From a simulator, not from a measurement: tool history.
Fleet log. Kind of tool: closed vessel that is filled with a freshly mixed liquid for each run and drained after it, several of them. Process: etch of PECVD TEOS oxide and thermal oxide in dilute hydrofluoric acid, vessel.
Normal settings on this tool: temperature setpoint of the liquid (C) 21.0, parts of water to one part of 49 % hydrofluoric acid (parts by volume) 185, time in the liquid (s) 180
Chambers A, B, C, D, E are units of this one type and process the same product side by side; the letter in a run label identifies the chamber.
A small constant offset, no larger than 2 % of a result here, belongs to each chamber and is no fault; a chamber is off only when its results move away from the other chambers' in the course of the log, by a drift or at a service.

run     day  temperature setpoint of the liquid (C)  parts of water to one part of 49 % hydrofluoric acid (parts by volume)  time in the liquid (s)  read-back film thickness of the PECVD TEOS oxide reference wafer, read on the same gauge (nm)  read-back film thickness of the thermal oxide reference wafer, read on the same gauge (nm)  thickness taken off the PECVD TEOS oxide on a monitor wafer (Å)  thickness taken off the thermal oxide on a monitor wafer (Å)
 1A   0.562                                    21.0                                                                     185                     180                                                                                         59.998                                                                                      110.03                                                           212.88                                                        35.720
 2D   0.846                                    21.0                                                                     185                     180                                                                                         60.007                                                                                      109.98                                                           210.83                                                        35.999
 3E   1.300                                    21.0                                                                     185                     180                                                                                         60.011                                                                                      110.01                                                           213.33                                                        35.531
 4C   1.704                                    21.0                                                                     185                     180                                                                                         59.983                                                                                      109.99                                                           211.10                                                        35.511
 5B   2.079                                    21.0                                                                     185                     180                                                                                         59.988                                                                                      110.02                                                           214.28                                                        35.642
 6D   2.467                                    21.0                                                                     185                     180                                                                                         59.998                                                                                      110.00                                                           207.35                                                        35.817
      2.542  -- chamber E: hydrofluoric acid flow meter replaced
 7B   2.896                                    18.5                                                                     185                     125                                                                                         59.984                                                                                      110.05                                                           133.22                                                        22.421
 8E   3.204                                    18.5                                                                     185                     125                                                                                         60.005                                                                                      109.99                                                           132.93                                                        22.101
 9C   3.683                                    18.5                                                                     185                     125                                                                                         60.006                                                                                      109.98                                                           134.45                                                        21.981
10A   4.000                                    18.5                                                                     185                     125                                                                                         60.006                                                                                      110.00                                                           133.06                                                        22.414
11A   4.379                                    18.5                                                                     185                     125                                                                                         60.009                                                                                      109.99                                                           134.65                                                        22.497
12D   4.971                                    21.0                                                                     185                     180                                                                                         59.950                                                                                      109.99                                                           210.42                                                        35.294
13C   5.371                                    21.0                                                                     185                     180                                                                                         59.973                                                                                      110.01                                                           212.83                                                        35.117
14B   5.783                                    21.0                                                                     185                     215                                                                                         60.018                                                                                      110.02                                                           256.71                                                        43.069
15E   6.200                                    21.0                                                                     185                     215                                                                                         60.013                                                                                      110.01                                                           252.08                                                        42.470
16E   6.692                                    21.0                                                                     185                     215                                                                                         59.988                                                                                      110.00                                                           254.28                                                        42.645
17C   7.067                                    21.0                                                                     185                     215                                                                                         59.986                                                                                      109.99                                                           248.06                                                        41.154
18B   7.629                                    21.0                                                                     185                     215                                                                                         60.002                                                                                      109.96                                                           255.92                                                        42.040
19D   8.183                                    21.0                                                                     120                     180                                                                                         59.989                                                                                      109.98                                                           345.38                                                        59.578
20A   8.633                                    21.0                                                                     120                     180                                                                                         60.015                                                                                      109.99                                                           351.11                                                        59.233
21B   9.192                                    21.0                                                                     120                     180                                                                                         59.991                                                                                      110.04                                                           354.25                                                        59.392
22E   9.742                                    21.0                                                                     120                     180                                                                                         60.022                                                                                      110.03                                                           348.07                                                        56.931
23D  10.154                                    21.0                                                                     120                     180                                                                                         59.958                                                                                      109.97                                                           340.17                                                        58.875
24A  10.517                                    21.0                                                                     225                     250                                                                                         59.997                                                                                      109.97                                                           238.82                                                        39.844
25C  11.104                                    21.0                                                                     225                     250                                                                                         60.005                                                                                      110.01                                                           216.01                                                        35.504
     11.433  -- chamber A: hydrofluoric acid flow meter replaced
26D  11.650                                    21.0                                                                     225                     250                                                                                         60.012                                                                                      109.98                                                           228.29                                                        39.229
27E  12.017                                    21.0                                                                     225                     250                                                                                         59.994                                                                                      109.99                                                           233.29                                                        39.027
28B  12.383                                    21.0                                                                     225                     250                                                                                         60.002                                                                                      109.99                                                           232.95                                                        38.727
29C  12.775                                    21.0                                                                     185                     180                                                                                         60.030                                                                                      109.97                                                           189.08                                                        31.927
30A  13.125                                    21.0                                                                     185                     180                                                                                         60.017                                                                                      109.99                                                           212.23                                                        35.420
31E  13.450                                    21.0                                                                     185                     180                                                                                         60.007                                                                                      110.02                                                           210.40                                                        35.311

For the next run the whole fleet of 5 chambers uses the same settings. Give each chamber's results:
32A  13.896                                    21.0                                                                     245                     180                                                                                                                                                                                                                                                           ?                                                             ?
32B  13.896                                    21.0                                                                     245                     180                                                                                                                                                                                                                                                           ?                                                             ?
32C  13.896                                    21.0                                                                     245                     180                                                                                                                                                                                                                                                           ?                                                             ?
32D  13.896                                    21.0                                                                     245                     180                                                                                                                                                                                                                                                           ?                                                             ?
32E  13.896                                    21.0                                                                     245                     180                                                                                                                                                                                                                                                           ?                                                             ?

run  thickness taken off the PECVD TEOS oxide on a monitor wafer (Å)  thickness taken off the thermal oxide on a monitor wafer (Å)
32A                                                           153.21                                                        25.697
32B                                                           151.52                                                        25.132
32C                                                           131.87                                                        22.015
32D                                                           145.74                                                        25.359
32E                                                           149.84                                                        24.896

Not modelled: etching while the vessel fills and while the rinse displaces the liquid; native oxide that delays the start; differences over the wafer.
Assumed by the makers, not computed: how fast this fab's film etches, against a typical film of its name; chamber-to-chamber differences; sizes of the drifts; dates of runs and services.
